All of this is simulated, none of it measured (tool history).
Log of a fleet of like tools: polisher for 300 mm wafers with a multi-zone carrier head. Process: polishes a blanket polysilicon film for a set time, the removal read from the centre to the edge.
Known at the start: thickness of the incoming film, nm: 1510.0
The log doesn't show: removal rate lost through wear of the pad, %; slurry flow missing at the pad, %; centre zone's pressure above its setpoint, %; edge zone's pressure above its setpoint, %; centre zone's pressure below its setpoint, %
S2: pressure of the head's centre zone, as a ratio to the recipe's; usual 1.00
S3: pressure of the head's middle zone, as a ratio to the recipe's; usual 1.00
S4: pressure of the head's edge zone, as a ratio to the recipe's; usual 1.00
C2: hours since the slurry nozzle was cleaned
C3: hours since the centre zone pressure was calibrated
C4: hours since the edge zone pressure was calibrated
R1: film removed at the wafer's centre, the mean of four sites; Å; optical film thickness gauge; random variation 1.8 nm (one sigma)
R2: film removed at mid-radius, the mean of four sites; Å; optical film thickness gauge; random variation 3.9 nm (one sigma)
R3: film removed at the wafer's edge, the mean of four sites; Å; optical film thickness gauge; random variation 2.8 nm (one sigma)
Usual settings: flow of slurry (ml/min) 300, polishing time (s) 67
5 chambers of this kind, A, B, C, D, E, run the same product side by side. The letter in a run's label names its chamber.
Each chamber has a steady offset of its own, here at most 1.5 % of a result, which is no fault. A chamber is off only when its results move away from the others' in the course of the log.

{"hour": 1.8, "done": "chamber C: worn pad replaced by a new one"}
{"hour": 4.1, "done": "chamber B: centre zone pressure recalibrated"}
{"hour": 6.8, "done": "chamber D: worn pad replaced by a new one"}
{"hour": 11.8, "done": "chamber C: slurry nozzle cleaned"}
{"run": "1E", "hour": 12.5, "flow of slurry (ml/min)": 300, "S2": 1.0, "S3": 1.0, "S4": 1.0, "polishing time (s)": 67, "wafers polished on this pad": 281, "C2": 194.6, "C3": 872.5, "C4": 41.7, "R1": 2768.6, "R2": 2705.1, "R3": 2760.5}
{"run": "2C", "hour": 18.4, "flow of slurry (ml/min)": 300, "S2": 1.0, "S3": 1.0, "S4": 1.0, "polishing time (s)": 67, "wafers polished on this pad": 212, "C2": 6.7, "C3": 340.6, "C4": 48.9, "R1": 2742.0, "R2": 2835.6, "R3": 2789.8}
{"run": "3A", "hour": 30.6, "flow of slurry (ml/min)": 300, "S2": 1.0, "S3": 1.0, "S4": 1.0, "polishing time (s)": 67, "wafers polished on this pad": 1204, "C2": 253.6, "C3": 808.7, "C4": 260.5, "R1": 2745.4, "R2": 2718.0, "R3": 2746.4}
{"hour": 31.7, "done": "chamber A: worn pad replaced by a new one"}
{"run": "4D", "hour": 39.1, "flow of slurry (ml/min)": 300, "S2": 1.0, "S3": 1.0, "S4": 1.0, "polishing time (s)": 67, "wafers polished on this pad": 414, "C2": 442.2, "C3": 571.8, "C4": 71.3, "R1": 2719.6, "R2": 2783.5, "R3": 2714.6}
{"hour": 42.7, "done": "chamber B: worn pad replaced by a new one"}
{"run": "5B", "hour": 45.2, "flow of slurry (ml/min)": 300, "S2": 1.0, "S3": 1.0, "S4": 1.0, "polishing time (s)": 67, "wafers polished on this pad": 32, "C2": 278.5, "C3": 41.1, "C4": 909.4, "R1": 2737.3, "R2": 2697.8, "R3": 2740.4}
{"hour": 49.5, "done": "chamber A: centre zone pressure recalibrated"}
{"hour": 51.2, "done": "chamber E: worn pad replaced by a new one"}
{"run": "6D", "hour": 51.4, "flow of slurry (ml/min)": 300, "S2": 1.0, "S3": 1.0, "S4": 1.0, "polishing time (s)": 67, "wafers polished on this pad": 572, "C2": 454.5, "C3": 584.1, "C4": 83.6, "R1": 2726.1, "R2": 2714.9, "R3": 2683.1}
{"run": "7A", "hour": 62.4, "flow of slurry (ml/min)": 300, "S2": 1.0, "S3": 1.11, "S4": 1.0, "polishing time (s)": 67, "wafers polished on this pad": 394, "C2": 285.4, "C3": 13.0, "C4": 292.3, "R1": 2725.8, "R2": 3008.9, "R3": 2750.7}
{"hour": 64.7, "done": "chamber D: worn pad replaced by a new one"}
{"run": "8B", "hour": 75.2, "flow of slurry (ml/min)": 300, "S2": 1.0, "S3": 1.11, "S4": 1.0, "polishing time (s)": 67, "wafers polished on this pad": 417, "C2": 308.5, "C3": 71.1, "C4": 939.4, "R1": 2747.8, "R2": 2983.9, "R3": 2708.0}
{"hour": 81.9, "done": "chamber B: slurry nozzle cleaned"}
{"run": "9C", "hour": 82.5, "flow of slurry (ml/min)": 300, "S2": 1.0, "S3": 1.11, "S4": 1.0, "polishing time (s)": 67, "wafers polished on this pad": 1035, "C2": 70.8, "C3": 404.7, "C4": 113.0, "R1": 2734.6, "R2": 2940.6, "R3": 2794.0}
{"hour": 82.9, "done": "chamber C: worn pad replaced by a new one"}
{"run": "10E", "hour": 89.0, "flow of slurry (ml/min)": 300, "S2": 1.0, "S3": 1.11, "S4": 1.0, "polishing time (s)": 67, "wafers polished on this pad": 485, "C2": 271.1, "C3": 949.0, "C4": 118.2, "R1": 2765.1, "R2": 2993.9, "R3": 2741.6}
{"run": "11E", "hour": 98.3, "flow of slurry (ml/min)": 300, "S2": 1.0, "S3": 1.11, "S4": 1.0, "polishing time (s)": 67, "wafers polished on this pad": 605, "C2": 280.4, "C3": 958.3, "C4": 127.5, "R1": 2761.3, "R2": 2882.1, "R3": 2750.9}
{"run": "12A", "hour": 105.8, "flow of slurry (ml/min)": 300, "S2": 1.0, "S3": 1.0, "S4": 1.0, "polishing time (s)": 67, "wafers polished on this pad": 950, "C2": 328.8, "C3": 56.4, "C4": 335.7, "R1": 2743.6, "R2": 2734.9, "R3": 2718.2}
{"hour": 111.5, "done": "chamber A: edge zone pressure recalibrated"}
{"run": "13D", "hour": 117.3, "flow of slurry (ml/min)": 300, "S2": 1.0, "S3": 1.0, "S4": 1.0, "polishing time (s)": 67, "wafers polished on this pad": 675, "C2": 520.4, "C3": 650.0, "C4": 149.5, "R1": 2741.2, "R2": 2723.3, "R3": 2758.6}
{"hour": 117.8, "done": "chamber E: worn pad replaced by a new one"}
{"hour": 126.2, "done": "chamber D: worn pad replaced by a new one"}
{"hour": 129.3, "done": "chamber A: worn pad replaced by a new one"}
{"run": "14B", "hour": 129.9, "flow of slurry (ml/min)": 300, "S2": 1.0, "S3": 1.0, "S4": 1.0, "polishing time (s)": 67, "wafers polished on this pad": 1118, "C2": 48.1, "C3": 125.8, "C4": 994.1, "R1": 2765.8, "R2": 2827.5, "R3": 2741.2}
{"hour": 131.3, "done": "chamber D: centre zone pressure recalibrated"}
{"hour": 134.0, "done": "chamber B: worn pad replaced by a new one"}
{"run": "15C", "hour": 140.0, "flow of slurry (ml/min)": 300, "S2": 1.0, "S3": 1.0, "S4": 1.0, "polishing time (s)": 67, "wafers polished on this pad": 733, "C2": 128.3, "C3": 462.2, "C4": 170.5, "R1": 2699.7, "R2": 2694.7, "R3": 2781.5}
{"hour": 142.8, "done": "chamber E: centre zone pressure recalibrated"}
{"run": "16D", "hour": 151.8, "flow of slurry (ml/min)": 300, "S2": 1.0, "S3": 1.0, "S4": 1.0, "polishing time (s)": 67, "wafers polished on this pad": 329, "C2": 554.9, "C3": 20.5, "C4": 184.0, "R1": 2530.1, "R2": 2778.5, "R3": 2768.0}
{"run": "17B", "hour": 157.6, "flow of slurry (ml/min)": 300, "S2": 1.0, "S3": 1.0, "S4": 1.0, "polishing time (s)": 67, "wafers polished on this pad": 303, "C2": 75.8, "C3": 153.5, "C4": 1021.8, "R1": 2753.5, "R2": 2711.2, "R3": 2715.5}
{"hour": 161.0, "done": "chamber C: worn pad replaced by a new one"}
{"run": "18E", "hour": 170.1, "flow of slurry (ml/min)": 300, "S2": 1.0, "S3": 1.0, "S4": 1.0, "polishing time (s)": 67, "wafers polished on this pad": 672, "C2": 352.2, "C3": 27.3, "C4": 199.3, "R1": 2761.4, "R2": 2753.6, "R3": 2715.0}
{"hour": 179.6, "done": "chamber D: slurry nozzle cleaned"}
{"run": "19A", "hour": 183.1, "flow of slurry (ml/min)": 300, "S2": 1.0, "S3": 1.0, "S4": 1.0, "polishing time (s)": 67, "wafers polished on this pad": 691, "C2": 406.1, "C3": 133.7, "C4": 71.6, "R1": 2760.9, "R2": 2697.4, "R3": 2772.4}
{"hour": 186.9, "done": "chamber D: worn pad replaced by a new one"}
{"hour": 187.3, "done": "chamber E: worn pad replaced by a new one"}
{"run": "20C", "hour": 191.4, "flow of slurry (ml/min)": 375, "S2": 1.0, "S3": 0.96, "S4": 1.0, "polishing time (s)": 67, "wafers polished on this pad": 390, "C2": 179.7, "C3": 513.6, "C4": 221.9, "R1": 2833.5, "R2": 2716.9, "R3": 2829.3}
{"run": "21C", "hour": 204.4, "flow of slurry (ml/min)": 375, "S2": 1.0, "S3": 0.96, "S4": 1.0, "polishing time (s)": 67, "wafers polished on this pad": 557, "C2": 192.7, "C3": 526.6, "C4": 234.9, "R1": 2783.8, "R2": 2731.5, "R3": 2758.3}
{"run": "22B", "hour": 213.5, "flow of slurry (ml/min)": 375, "S2": 1.0, "S3": 0.96, "S4": 1.0, "polishing time (s)": 67, "wafers polished on this pad": 1020, "C2": 131.7, "C3": 209.4, "C4": 1077.7, "R1": 2820.1, "R2": 2711.3, "R3": 2760.0}
{"run": "23A", "hour": 221.4, "flow of slurry (ml/min)": 375, "S2": 1.0, "S3": 0.96, "S4": 1.0, "polishing time (s)": 67, "wafers polished on this pad": 1182, "C2": 444.4, "C3": 172.0, "C4": 109.9, "R1": 2809.2, "R2": 2720.2, "R3": 2741.4}
{"hour": 225.9, "done": "chamber C: worn pad replaced by a new one"}
{"hour": 228.4, "done": "chamber A: worn pad replaced by a new one"}
{"run": "24E", "hour": 231.8, "flow of slurry (ml/min)": 375, "S2": 1.0, "S3": 0.96, "S4": 1.0, "polishing time (s)": 67, "wafers polished on this pad": 571, "C2": 413.9, "C3": 89.0, "C4": 261.0, "R1": 2813.7, "R2": 2674.4, "R3": 2807.3}
{"hour": 233.1, "done": "chamber B: worn pad replaced by a new one"}
{"run": "25D", "hour": 240.9, "flow of slurry (ml/min)": 300, "S2": 1.0, "S3": 1.0, "S4": 1.0, "polishing time (s)": 67, "wafers polished on this pad": 692, "C2": 61.4, "C3": 109.6, "C4": 273.1, "R1": 2520.7, "R2": 2767.7, "R3": 2723.0}
{"hour": 242.0, "done": "chamber E: worn pad replaced by a new one"}
{"run": "26A", "hour": 247.3, "flow of slurry (ml/min)": 300, "S2": 1.11, "S3": 1.0, "S4": 1.07, "polishing time (s)": 67, "wafers polished on this pad": 242, "C2": 470.3, "C3": 197.9, "C4": 135.8, "R1": 3106.1, "R2": 2717.5, "R3": 2754.5}
{"hour": 249.1, "done": "chamber D: worn pad replaced by a new one"}
{"hour": 254.7, "done": "chamber D: edge zone pressure recalibrated"}
{"run": "27B", "hour": 260.2, "flow of slurry (ml/min)": 300, "S2": 1.11, "S3": 1.0, "S4": 1.07, "polishing time (s)": 67, "wafers polished on this pad": 347, "C2": 178.4, "C3": 256.1, "C4": 1124.4, "R1": 3053.9, "R2": 2721.0, "R3": 2824.8}
{"run": "28E", "hour": 268.4, "flow of slurry (ml/min)": 300, "S2": 1.11, "S3": 1.0, "S4": 1.07, "polishing time (s)": 67, "wafers polished on this pad": 339, "C2": 450.5, "C3": 125.6, "C4": 297.6, "R1": 3124.6, "R2": 2763.1, "R3": 2878.0}
{"run": "29D", "hour": 276.9, "flow of slurry (ml/min)": 300, "S2": 1.11, "S3": 1.0, "S4": 1.07, "polishing time (s)": 67, "wafers polished on this pad": 356, "C2": 97.4, "C3": 145.6, "C4": 22.3, "R1": 2880.9, "R2": 2701.8, "R3": 2850.8}
{"run": "30C", "hour": 285.8, "flow of slurry (ml/min)": 300, "S2": 1.11, "S3": 1.0, "S4": 1.07, "polishing time (s)": 67, "wafers polished on this pad": 769, "C2": 274.1, "C3": 608.0, "C4": 316.3, "R1": 3081.6, "R2": 2810.1, "R3": 2897.4}
{"run": "31D", "hour": 298.1, "flow of slurry (ml/min)": 300, "S2": 1.0, "S3": 1.0, "S4": 1.0, "polishing time (s)": 67, "wafers polished on this pad": 628, "C2": 118.6, "C3": 166.8, "C4": 43.5, "R1": 2514.3, "R2": 2725.8, "R3": 2741.3}
{"hour": 299.1, "done": "chamber C: worn pad replaced by a new one"}
{"run": "32C", "hour": 304.5, "flow of slurry (ml/min)": 300, "S2": 1.0, "S3": 1.0, "S4": 1.0, "polishing time (s)": 67, "wafers polished on this pad": 70, "C2": 292.8, "C3": 626.7, "C4": 335.0, "R1": 2743.2, "R2": 2822.9, "R3": 2739.4}
{"run": "33A", "hour": 312.7, "flow of slurry (ml/min)": 300, "S2": 1.0, "S3": 0.9, "S4": 0.92, "polishing time (s)": 67, "wafers polished on this pad": 1081, "C2": 535.7, "C3": 263.3, "C4": 201.2, "R1": 2753.2, "R2": 2519.8, "R3": 2601.0}
{"run": "34B", "hour": 318.5, "flow of slurry (ml/min)": 300, "S2": 1.0, "S3": 0.9, "S4": 0.92, "polishing time (s)": 67, "wafers polished on this pad": 1095, "C2": 236.7, "C3": 314.4, "C4": 1182.7, "R1": 2716.1, "R2": 2462.2, "R3": 2607.2}

What goes on in this fleet: one chamber off, a drifting gauge, or nothing beyond the chambers' own small offsets? Name the chamber and the cause, if any.

A service left chamber D off against the others.
Cause: centre zone's pressure below its setpoint, % = 6.56.

Here are 4 candidates for chamber D's next run, each the usual settings with a change, their results left as question marks. Which one brings its results back in line with what the others give on the usual settings?
In line means no further than this from the other chambers' mean on the usual settings: R1 64.0 Å; R2 140.0 Å; R3 99.0 Å
{"run": "35D-1", "hour": 327.9, "flow of slurry (ml/min)": 290, "S2": 0.89, "S3": 1.02, "S4": 1.04, "polishing time (s)": 66, "R1": "?", "R2": "?", "R3": "?"}
{"run": "35D-2", "hour": 327.9, "flow of slurry (ml/min)": 310, "S2": 1.12, "S3": 0.98, "S4": 0.96, "polishing time (s)": 68, "R1": "?", "R2": "?", "R3": "?"}
{"run": "35D-3", "hour": 327.9, "flow of slurry (ml/min)": 305, "S2": 1.06, "S3": 0.99, "S4": 0.98, "polishing time (s)": 68, "R1": "?", "R2": "?", "R3": "?"}
{"run": "35D-4", "hour": 327.9, "flow of slurry (ml/min)": 295, "S2": 0.94, "S3": 1.01, "S4": 1.02, "polishing time (s)": 66, "R1": "?", "R2": "?", "R3": "?"}

The other chambers' mean on the usual settings: R1 2741.5 Å; R2 2737.1 Å; R3 2726.1 Å
run=35D-1 R1=2187.4 R2=2743.3 R3=2722.4
run=35D-2 R1=2927.8 R2=2737.9 R3=2704.2
run=35D-3 R1=2751.5 R2=2760.4 R3=2729.7
run=35D-4 R1=2329.6 R2=2722.2 R3=2698.3
35D-3 brings the chamber back in line.
